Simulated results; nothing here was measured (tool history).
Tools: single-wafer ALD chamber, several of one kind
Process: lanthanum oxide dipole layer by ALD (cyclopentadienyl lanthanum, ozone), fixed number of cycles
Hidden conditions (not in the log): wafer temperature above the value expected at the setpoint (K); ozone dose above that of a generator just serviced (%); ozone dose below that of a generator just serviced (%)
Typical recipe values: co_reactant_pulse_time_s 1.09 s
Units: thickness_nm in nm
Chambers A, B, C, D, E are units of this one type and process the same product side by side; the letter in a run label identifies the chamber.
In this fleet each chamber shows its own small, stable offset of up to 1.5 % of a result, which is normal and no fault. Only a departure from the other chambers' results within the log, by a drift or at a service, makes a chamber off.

run   hour  co_reactant_pulse_time_s  hours since the last thermocouple change  hours since the last ozone generator service  read-back reference wafer on the same gauge, thickness_nm  thickness_nm
 1A    8.7                      1.09                                       165                                         198.5                                                    0.46617        0.5206
 2E     15                      1.09                                    1638.1                                         768.8                                                    0.46606       0.50948
 3C   23.5                      1.09                                     704.6                                         568.4                                                    0.46617       0.51566
 4D   30.9                      1.09                                    1153.2                                         454.8                                                     0.4659       0.51156
 5B   37.4                      1.09                                    1364.9                                        1421.4                                                    0.46615       0.51351
 6E   46.5                      1.09                                    1669.6                                         800.3                                                     0.4658       0.51033
 7D   52.6                      1.09                                    1174.9                                         476.5                                                    0.46582       0.51414
 8A   58.3                      1.09                                     214.6                                         248.1                                                    0.46584       0.51625
 9C   65.3                      0.89                                     746.4                                         610.2                                                    0.46618       0.47868
10B   72.1                      0.89                                    1399.6                                        1456.1                                                    0.46587        0.4862
11D   79.5                      0.89                                    1201.8                                         503.4                                                    0.46622       0.48175
12E   88.3                      0.89                                    1711.4                                         842.1                                                    0.46635       0.47733
13B   96.7                      0.89                                    1424.2                                        1480.7                                                     0.4661       0.48446
14C  105.4                      1.09                                     786.5                                         650.3                                                    0.46605       0.51377
15A  112.6                      1.09                                     268.9                                         302.4                                                    0.46603       0.52129
16E  119.3                      1.09                                    1742.4                                         873.1                                                    0.46618       0.51052
17B  123.8                      1.09                                    1451.3                                        1507.8                                                    0.46618       0.51742
18D  128.8                      1.09                                    1251.1                                         552.7                                                    0.46578       0.51226
19A  137.3                      1.09                                     293.6                                         327.1                                                    0.46586       0.52019
20C  143.1                      1.09                                     824.2                                           688                                                    0.46605       0.51804
21D  149.4                      1.09                                    1271.7                                         573.3                                                    0.46565       0.51116
22C  156.2                      1.09                                     837.3                                         701.1                                                    0.46595       0.51465
23A  160.6                      1.09                                     316.9                                         350.4                                                    0.46613       0.52077
24E  164.7                      1.45                                    1787.8                                         918.5                                                    0.46636       0.54195
25B  171.9                      1.45                                    1499.4                                        1555.9                                                    0.46616       0.55078
     173.2  -- chamber B: ozone generator serviced
26A  176.9                      1.45                                     333.2                                         366.7                                                    0.46627       0.55048
27D    184                      1.45                                    1306.3                                         607.9                                                     0.4659       0.54564
     188.5  -- chamber C: ozone generator serviced
28B  189.4                      1.45                                    1516.9                                          16.2                                                    0.46607       0.54807
29E  193.8                      1.09                                    1816.9                                         947.6                                                    0.46609       0.51158
30C  199.7                      0.92                                     880.8                                          11.3                                                    0.46634       0.49074
31B  207.7                      0.92                                    1535.2                                          34.5                                                    0.46584        0.4906
32E  215.7                      0.92                                    1838.8                                         969.5                                                     0.4658       0.48105
33C  220.7                      0.92                                     901.8                                          32.3                                                    0.46599       0.49041
34A  229.5                      0.92                                     385.8                                         419.3                                                    0.46598       0.49437
35D  234.5                      1.09                                    1356.8                                         658.4                                                     0.4658       0.51071
36A  241.3                      0.91                                     397.6                                         431.1                                                    0.46587       0.48649
37E  247.6                      0.91                                    1870.7                                        1001.4                                                    0.46581       0.48252
38C  252.9                      0.91                                       934                                          64.5                                                    0.46615       0.48793
39D  257.6                      0.91                                    1379.9                                         681.5                                                    0.46572       0.48208
40B  262.1                      0.91                                    1589.6                                          88.9                                                    0.46587       0.49098
41C  270.2                      1.09                                     951.3                                          81.8                                                    0.46608       0.51656

What goes on in this fleet: one chamber off, a drifting gauge, or nothing beyond the chambers' own small offsets? Name the chamber and the cause, if any.

Neither any chamber nor the gauge drifts; the chambers differ only by their own small, steady offsets.
